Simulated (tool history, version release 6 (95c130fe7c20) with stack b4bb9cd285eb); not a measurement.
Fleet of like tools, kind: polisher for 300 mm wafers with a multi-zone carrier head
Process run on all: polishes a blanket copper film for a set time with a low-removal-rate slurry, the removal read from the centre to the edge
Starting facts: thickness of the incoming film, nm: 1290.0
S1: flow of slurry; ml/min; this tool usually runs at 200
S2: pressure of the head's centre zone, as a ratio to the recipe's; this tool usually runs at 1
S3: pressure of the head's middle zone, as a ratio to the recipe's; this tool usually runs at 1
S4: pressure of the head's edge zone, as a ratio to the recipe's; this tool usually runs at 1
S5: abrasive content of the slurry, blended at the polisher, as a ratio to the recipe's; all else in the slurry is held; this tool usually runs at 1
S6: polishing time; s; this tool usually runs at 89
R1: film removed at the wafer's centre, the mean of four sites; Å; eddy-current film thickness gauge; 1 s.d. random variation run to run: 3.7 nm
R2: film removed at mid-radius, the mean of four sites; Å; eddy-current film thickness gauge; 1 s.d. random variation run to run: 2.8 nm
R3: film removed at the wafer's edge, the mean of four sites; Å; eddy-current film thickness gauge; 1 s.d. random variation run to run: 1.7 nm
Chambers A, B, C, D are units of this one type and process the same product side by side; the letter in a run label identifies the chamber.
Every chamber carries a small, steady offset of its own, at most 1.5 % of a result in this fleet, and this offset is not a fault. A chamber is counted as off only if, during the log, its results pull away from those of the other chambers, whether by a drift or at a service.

run 1C hour=4.5 | S1=200 S2=1 S3=1 S4=1 S5=1 S6=89 | R1=2811.3 R2=2818.5 R3=2836.2
run 2D hour=7.6 | S1=200 S2=1 S3=1 S4=1 S5=1 S6=89 | R1=2853.3 R2=2893.4 R3=2864.2
run 3A hour=12.2 | S1=200 S2=1 S3=1 S4=1 S5=1 S6=89 | R1=2793.1 R2=2853 R3=2874.9
-- hour=13.1 chamber C: worn pad replaced by a new one
run 4B hour=15 | S1=200 S2=1 S3=1 S4=1 S5=1 S6=89 | R1=2845.7 R2=2831.1 R3=2851.9
run 5D hour=19.6 | S1=200 S2=1 S3=1 S4=1 S5=1 S6=89 | R1=2792 R2=2909.3 R3=2847.8
run 6B hour=25 | S1=200 S2=1 S3=1 S4=1 S5=1 S6=89 | R1=2817.2 R2=2844.1 R3=2834.4
-- hour=26.1 chamber B: worn pad replaced by a new one
run 7A hour=30 | S1=200 S2=1 S3=0.94 S4=1 S5=1 S6=89 | R1=2881.1 R2=2740.7 R3=2869.5
-- hour=33.6 chamber D: worn pad replaced by a new one
run 8C hour=35.2 | S1=200 S2=1 S3=0.94 S4=1 S5=1 S6=89 | R1=2906.1 R2=2691.7 R3=2785.8
-- hour=35.6 chamber B: centre zone pressure recalibrated
run 9A hour=39.9 | S1=200 S2=1 S3=0.94 S4=1 S5=1 S6=89 | R1=2791.5 R2=2694 R3=2849.3
-- hour=41.4 chamber A: worn pad replaced by a new one
-- hour=41.6 chamber D: centre zone pressure recalibrated
run 10C hour=45 | S1=200 S2=1 S3=0.94 S4=1 S5=1 S6=89 | R1=2806.6 R2=2709.6 R3=2823.1
run 11B hour=47.8 | S1=200 S2=1 S3=1.08 S4=1 S5=1.15 S6=89 | R1=2951.3 R2=3179.7 R3=2936.9
run 12D hour=51.6 | S1=200 S2=1 S3=1.08 S4=1 S5=1.15 S6=89 | R1=2888.7 R2=3166.2 R3=2906.6
run 13A hour=55.4 | S1=200 S2=1 S3=1.08 S4=1 S5=1.15 S6=89 | R1=2897.5 R2=3121.8 R3=2926.3
run 14C hour=59 | S1=200 S2=1 S3=1.08 S4=1 S5=1.15 S6=89 | R1=2940.9 R2=3132.9 R3=2921
run 15B hour=61.5 | S1=200 S2=1 S3=1 S4=1 S5=1 S6=89 | R1=2855.4 R2=2865.7 R3=2865.6
run 16D hour=66.3 | S1=200 S2=1 S3=1 S4=1 S5=1 S6=89 | R1=2787.1 R2=2877.1 R3=2803.4
run 17D hour=71.1 | S1=200 S2=1 S3=1 S4=1 S5=1 S6=89 | R1=2774.1 R2=2916.1 R3=2823.5
-- hour=73.1 chamber A: slurry nozzle cleaned
run 18B hour=76.5 | S1=200 S2=1 S3=1 S4=1 S5=1.25 S6=109 | R1=3571.9 R2=3656.3 R3=3701.4
run 19A hour=79.3 | S1=200 S2=1 S3=1 S4=1 S5=1.25 S6=109 | R1=3705 R2=3637 R3=3663.4
run 20C hour=83.6 | S1=200 S2=1 S3=1 S4=1 S5=1.25 S6=109 | R1=3692.9 R2=3725.3 R3=3641.7
run 21D hour=86.8 | S1=200 S2=1 S3=1 S4=1 S5=1.25 S6=109 | R1=3604.4 R2=3695.2 R3=3664.5
-- hour=88 chamber A: worn pad replaced by a new one
run 22C hour=91.8 | S1=200 S2=1 S3=1 S4=1 S5=1 S6=89 | R1=2859.7 R2=2900.4 R3=2824.1
run 23A hour=96.6 | S1=200 S2=1 S3=1 S4=1 S5=1 S6=89 | R1=2828.6 R2=2800.8 R3=2850.1
-- hour=98 chamber A: edge zone pressure recalibrated
-- hour=98.6 chamber B: worn pad replaced by a new one
run 24B hour=101.4 | S1=200 S2=1 S3=1 S4=1 S5=1 S6=89 | R1=2794.9 R2=2821.3 R3=2843.2
run 25A hour=104.6 | S1=200 S2=1 S3=1 S4=1.11 S5=0.7 S6=89 | R1=2628 R2=2643 R3=2811.4
run 26D hour=108.8 | S1=200 S2=1 S3=1 S4=1.11 S5=0.7 S6=89 | R1=2646.7 R2=2656.9 R3=2792.4
run 27B hour=113.7 | S1=200 S2=1 S3=1 S4=1.11 S5=0.7 S6=89 | R1=2633.6 R2=2658.7 R3=2778.3
run 28C hour=117 | S1=200 S2=1 S3=1 S4=1.11 S5=0.7 S6=89 | R1=2720.4 R2=2692 R3=2784.9
run 29B hour=121.4 | S1=200 S2=1 S3=1 S4=1 S5=1 S6=89 | R1=2858.6 R2=2807.5 R3=2885

One chamber off, gauge drift, or nothing amiss beyond the chambers' own small offsets? If it is a chamber, which one, and what is the likeliest cause?

No chamber stands off beyond its own small offset, and the gauge holds steady.
